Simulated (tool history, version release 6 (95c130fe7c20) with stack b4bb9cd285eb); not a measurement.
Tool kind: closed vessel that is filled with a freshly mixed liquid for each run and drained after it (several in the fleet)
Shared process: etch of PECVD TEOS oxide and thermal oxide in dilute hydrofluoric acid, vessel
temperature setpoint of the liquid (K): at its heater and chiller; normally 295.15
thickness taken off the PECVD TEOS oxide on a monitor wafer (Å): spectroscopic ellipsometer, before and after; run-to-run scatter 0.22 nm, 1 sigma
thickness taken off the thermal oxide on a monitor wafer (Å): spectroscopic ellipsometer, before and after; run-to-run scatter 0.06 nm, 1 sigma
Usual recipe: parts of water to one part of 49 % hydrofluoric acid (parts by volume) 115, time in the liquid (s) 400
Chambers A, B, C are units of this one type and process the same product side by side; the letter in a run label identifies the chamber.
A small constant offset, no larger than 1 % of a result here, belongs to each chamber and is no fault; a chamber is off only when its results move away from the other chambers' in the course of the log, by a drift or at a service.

run,day,temperature setpoint of the liquid (K),parts of water to one part of 49 % hydrofluoric acid (parts by volume),time in the liquid (s),"read-back film thickness of the PECVD TEOS oxide reference wafer, read on the same gauge (nm)","read-back film thickness of the thermal oxide reference wafer, read on the same gauge (nm)",thickness taken off the PECVD TEOS oxide on a monitor wafer (Å),thickness taken off the thermal oxide on a monitor wafer (Å)
1C,0.362,295.15,115,400,150.04,60.004,479.49,157.68
2B,0.6,295.15,115,400,149.98,59.998,478.04,157.06
3A,0.975,295.15,115,400,150.01,59.991,471.68,157.95
4A,1.217,295.15,115,400,150,59.975,475.49,157.29
5B,1.479,295.15,115,400,150,59.991,477.34,157.54
6C,1.642,295.15,115,400,150,60.001,482.89,159.79
7A,1.883,295.15,115,400,150.01,59.985,479.13,158.24
8C,2.221,295.15,115,400,149.98,60.015,478.8,158.07
9B,2.538,295.15,115,480,149.98,59.986,575.41,189.65
10C,2.829,295.15,115,480,149.99,60.002,578.98,190.09
11B,3.012,295.15,115,480,150.02,60.014,574.47,189.11
12A,3.358,295.15,115,400,149.99,60.009,475.05,157.26
13A,3.579,295.15,115,400,150.01,59.993,476.33,157.64
14C,3.854,295.15,115,400,149.98,59.975,483.5,158.29
15B,4.212,295.15,115,400,149.97,60.014,473.47,156.92
16B,4.438,295.15,115,400,150,60.002,481.87,156.97
17C,4.792,295.15,115,400,149.99,60,477.48,158.87
18A,5.025,295.15,115,400,149.99,60.004,473.54,157.76
19C,5.238,295.15,115,400,149.98,59.987,481.47,158.84
20A,5.558,295.15,115,400,149.97,60.007,475.66,158.08
21B,5.733,295.15,115,400,150.01,59.994,480.42,156.85
22A,6.012,295.15,115,400,150.01,59.999,478.29,158.63
23B,6.2,295.15,115,400,149.98,60.001,479.34,158.14
24C,6.538,295.15,115,400,149.99,60.007,483.52,157.89
25B,6.758,295.15,115,400,150.02,60.004,478.86,157.27
26C,7.088,295.15,115,400,150.02,59.994,479.55,158.2
27A,7.258,295.15,115,400,149.99,60.014,475.69,157.96
28C,7.567,295.15,115,400,149.99,59.983,476.39,157.84
29A,7.767,295.15,115,400,150.01,59.997,474.09,158.55
30B,8.054,295.15,115,400,150.01,60.01,475.86,157.29
31C,8.342,295.15,115,400,149.97,60.027,474.13,159.41
32A,8.638,295.15,115,400,149.98,59.999,475.9,158.2
33B,8.817,295.15,115,400,150,60.007,475.73,157.74
34A,9.029,295.15,115,400,149.98,60.021,473.27,157.64
35B,9.329,295.15,115,400,149.99,60.005,479.59,157.52
36C,9.562,295.15,115,400,150.04,60.015,477.93,158.41
37A,9.804,295.15,115,400,149.97,60.004,476.87,157.77
38B,10.154,295.15,115,400,149.99,60.009,480.39,158.22
39C,10.433,295.15,115,400,150,59.991,476.45,157.72
40C,10.754,295.15,115,400,150.02,59.968,478.51,159.19
41B,11.117,295.15,115,400,150.01,59.979,480.36,157.62
42A,11.433,295.15,115,400,149.99,59.996,474.1,158.22
43A,11.625,295.15,115,400,149.98,60.006,478.7,157.75

One chamber off, gauge drift, or nothing amiss beyond the chambers' own small offsets? If it is a chamber, which one, and what is the likeliest cause?

All chambers stay in line apart from their small fixed offsets, and the gauge does not drift.

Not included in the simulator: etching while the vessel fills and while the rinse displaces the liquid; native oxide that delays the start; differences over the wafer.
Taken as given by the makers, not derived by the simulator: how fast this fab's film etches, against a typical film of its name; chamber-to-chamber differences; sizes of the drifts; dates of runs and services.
